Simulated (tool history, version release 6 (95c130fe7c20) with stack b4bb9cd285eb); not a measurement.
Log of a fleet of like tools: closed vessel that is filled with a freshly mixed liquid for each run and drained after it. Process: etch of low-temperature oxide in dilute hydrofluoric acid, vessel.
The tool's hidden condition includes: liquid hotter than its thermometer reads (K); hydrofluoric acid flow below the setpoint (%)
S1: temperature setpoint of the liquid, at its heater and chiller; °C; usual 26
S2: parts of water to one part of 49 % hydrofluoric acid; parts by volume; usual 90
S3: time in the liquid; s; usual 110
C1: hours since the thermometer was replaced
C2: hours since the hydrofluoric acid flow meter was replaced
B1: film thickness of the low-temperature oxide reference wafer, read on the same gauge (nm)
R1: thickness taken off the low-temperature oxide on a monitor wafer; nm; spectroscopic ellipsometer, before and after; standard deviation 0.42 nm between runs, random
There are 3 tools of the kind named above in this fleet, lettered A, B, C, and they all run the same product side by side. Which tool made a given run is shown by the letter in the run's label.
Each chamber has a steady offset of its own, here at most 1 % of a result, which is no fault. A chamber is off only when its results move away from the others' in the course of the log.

run,day,S1,S2,S3,C1,C2,B1,R1
1B,0.183,26,90,110,176.5,167,39.972,44.113
2A,0.3,26,90,110,440,418.9,40.007,44.306
3C,0.458,26,90,110,22,590.1,39.997,45.765
4B,0.612,26,90,110,186.8,177.3,40.004,45.136
5A,0.729,26,90,110,450.3,429.2,40.016,43.67
6C,0.9,26,90,110,32.6,600.7,40.005,44.769
7A,1.017,26,90,110,457.2,436.1,40.012,44.263
8B,1.162,26,90,110,200,190.5,40.023,44.191
9C,1.254,26,90,110,41.1,609.2,40.018,45.19
10C,1.392,26,90,110,44.4,612.5,39.987,44.814
11A,1.542,26,90,110,469.8,448.7,39.991,44.533
12B,1.654,26,90,110,211.8,202.3,39.987,45.081
13C,1.792,26,90,110,54,622.1,39.995,44.944
14A,1.979,26,90,110,480.3,459.2,39.97,43.939
15B,2.175,26,90,110,224.3,214.8,39.998,44.873
16A,2.321,26,90,110,488.5,467.4,40.015,44.415
17C,2.5,26,90,110,71,639.1,39.975,44.213
18B,2.596,26,90,110,234.4,224.9,39.997,45.964
19B,2.775,26,90,110,238.7,229.2,39.992,45.319
20A,2.938,26,90,110,503.3,482.2,39.996,43.215
21C,3.042,26,90,110,84,652.1,39.996,44.353
22A,3.212,26,90,110,509.9,488.8,40.009,43.198
23B,3.338,30.5,90,110,252.2,242.7,39.989,54.34
24C,3.533,30.5,90,110,95.8,663.9,39.982,53.593
25B,3.646,30.5,90,110,259.6,250.1,40.009,53.079
26A,3.833,26,90,110,524.8,503.7,39.993,41.092
27C,3.983,26,90,110,106.6,674.7,39.979,44.605
28A,4.192,26,90,110,533.4,512.3,39.985,40.833
29C,4.296,26,90,110,114.1,682.2,39.977,43.85
30B,4.392,26,90,110,277.5,268,40.018,45.474
31A,4.525,26,90,110,541.4,520.3,40.004,40.193
32C,4.712,26,90,110,124.1,692.2,39.999,43.776
33B,4.858,26,90,110,288.7,279.2,40.008,44.946
34C,5.042,26,90,110,132,700.1,39.987,44.665

What goes on in this fleet: one chamber off, a drifting gauge, or nothing beyond the chambers' own small offsets? Name the chamber and the cause, if any.

Chamber A drifts away from the others.
What lies behind it: hydrofluoric acid flow below the setpoint (%) = 10.7.

Below are 4 candidate recipes for chamber A's next run, each the usual settings with a change, their results shown as question marks. Which of them brings A's results back in line with what the other chambers give on the usual settings?
In line here means within this much of the mean the other chambers give on the usual settings: R1 1.5 nm
35A-1,5.192,26,90,95,,,,?
35A-2,5.192,26.5,80,120,,,,?
35A-3,5.192,26,85,120,,,,?
35A-4,5.192,25.5,90,90,,,,?

Average result of the remaining chambers running the usual settings: R1 44.786 nm
run,R1
35A-1,33.839
35A-2,49.685
35A-3,45.565
35A-4,31.452
The answer is 35A-3, which returns the chamber to within the allowed miss of the others.
